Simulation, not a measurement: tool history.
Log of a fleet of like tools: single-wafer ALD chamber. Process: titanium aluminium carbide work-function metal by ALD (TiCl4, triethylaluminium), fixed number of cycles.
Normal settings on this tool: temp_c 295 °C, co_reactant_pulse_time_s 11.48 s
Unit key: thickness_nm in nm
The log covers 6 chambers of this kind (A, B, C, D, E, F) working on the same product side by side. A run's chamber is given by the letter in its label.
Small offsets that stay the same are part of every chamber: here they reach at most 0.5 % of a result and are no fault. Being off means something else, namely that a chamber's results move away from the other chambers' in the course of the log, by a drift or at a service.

| run | day | temp_c | co_reactant_pulse_time_s | read-back reference wafer on the same gauge, thickness_nm | thickness_nm |
|---|---|---|---|---|---|
| 1A | 0.458 | 295 | 11.48 | 2.1195 | 1.9864 |
| 2D | 0.942 | 295 | 11.48 | 2.1205 | 1.9845 |
| 3B | 1.429 | 295 | 11.48 | 2.1194 | 1.9798 |
| 4C | 1.775 | 295 | 11.48 | 2.1201 | 1.9706 |
|  | 1.808 | chamber F: triethylaluminium bottle replaced |
| 5F | 2.208 | 295 | 11.48 | 2.1185 | 1.9813 |
| 6E | 2.488 | 295 | 11.48 | 2.1186 | 1.9788 |
| 7F | 2.771 | 305 | 11.48 | 2.1196 | 2.0708 |
| 8B | 3.238 | 305 | 11.48 | 2.1199 | 2.0557 |
| 9A | 3.646 | 305 | 11.48 | 2.118 | 2.079 |
| 10E | 3.862 | 305 | 11.48 | 2.1195 | 2.066 |
| 11D | 4.208 | 305 | 11.48 | 2.1207 | 2.0884 |
| 12C | 4.458 | 305 | 11.48 | 2.1188 | 2.0704 |
| 13C | 4.908 | 295 | 11.48 | 2.1213 | 1.9779 |
| 14B | 5.242 | 295 | 11.48 | 2.1203 | 1.9724 |
| 15D | 5.488 | 295 | 11.48 | 2.1194 | 2.004 |
| 16E | 5.821 | 295 | 11.48 | 2.1205 | 1.9849 |
| 17F | 6.112 | 295 | 11.48 | 2.1204 | 1.9821 |
| 18A | 6.467 | 300 | 13.88 | 2.1176 | 2.0563 |
| 19A | 6.75 | 300 | 13.88 | 2.1224 | 2.0641 |
| 20D | 7.121 | 300 | 13.88 | 2.1197 | 2.087 |
| 21E | 7.55 | 300 | 13.88 | 2.1205 | 2.0408 |
| 22C | 7.942 | 300 | 13.88 | 2.1203 | 2.0403 |
| 23F | 8.192 | 300 | 13.88 | 2.1197 | 2.0432 |
| 24B | 8.683 | 308 | 7.34 | 2.1192 | 1.9557 |
|  | 9.062 | chamber B: thermocouple changed; heater temperature recalibrated |
| 25B | 9.162 | 308 | 7.34 | 2.1177 | 1.967 |
|  | 9.392 | chamber B: triethylaluminium bottle replaced |
| 26D | 9.579 | 308 | 7.34 | 2.1191 | 1.9982 |
| 27A | 9.979 | 308 | 7.34 | 2.1186 | 1.9627 |
| 28F | 10.204 | 308 | 7.34 | 2.1214 | 1.9698 |
| 29E | 10.667 | 308 | 7.34 | 2.1195 | 1.9497 |
| 30C | 11.092 | 295 | 11.48 | 2.1194 | 1.9785 |
| 31B | 11.508 | 295 | 11.48 | 2.1189 | 1.9648 |
| 32A | 11.829 | 295 | 13.42 | 2.1201 | 2.0051 |
| 33D | 12.312 | 295 | 13.42 | 2.1227 | 2.0518 |
| 34C | 12.696 | 295 | 13.42 | 2.1194 | 2.005 |
| 35E | 13.008 | 295 | 13.42 | 2.1211 | 1.9978 |
| 36F | 13.325 | 295 | 13.42 | 2.1192 | 1.9962 |
| 37A | 13.583 | 295 | 13.42 | 2.1212 | 2.0172 |
| 38B | 14.021 | 295 | 11.48 | 2.1206 | 1.9757 |
| 39E | 14.267 | 306 | 7.32 | 2.1217 | 1.9307 |
| 40F | 14.554 | 306 | 7.32 | 2.1221 | 1.943 |

Next, all 6 chambers run the settings below, one line each with question marks for the results. What does each chamber give?
| 41A | 14.908 | 295 | 11.48 |  | ? |
| 41B | 14.908 | 295 | 11.48 |  | ? |
| 41C | 14.908 | 295 | 11.48 |  | ? |
| 41D | 14.908 | 295 | 11.48 |  | ? |
| 41E | 14.908 | 295 | 11.48 |  | ? |
| 41F | 14.908 | 295 | 11.48 |  | ? |

| run | thickness_nm |
|---|---|
| 41A | 1.9862 |
| 41B | 1.9744 |
| 41C | 1.9684 |
| 41D | 2.035 |
| 41E | 1.9668 |
| 41F | 1.9767 |
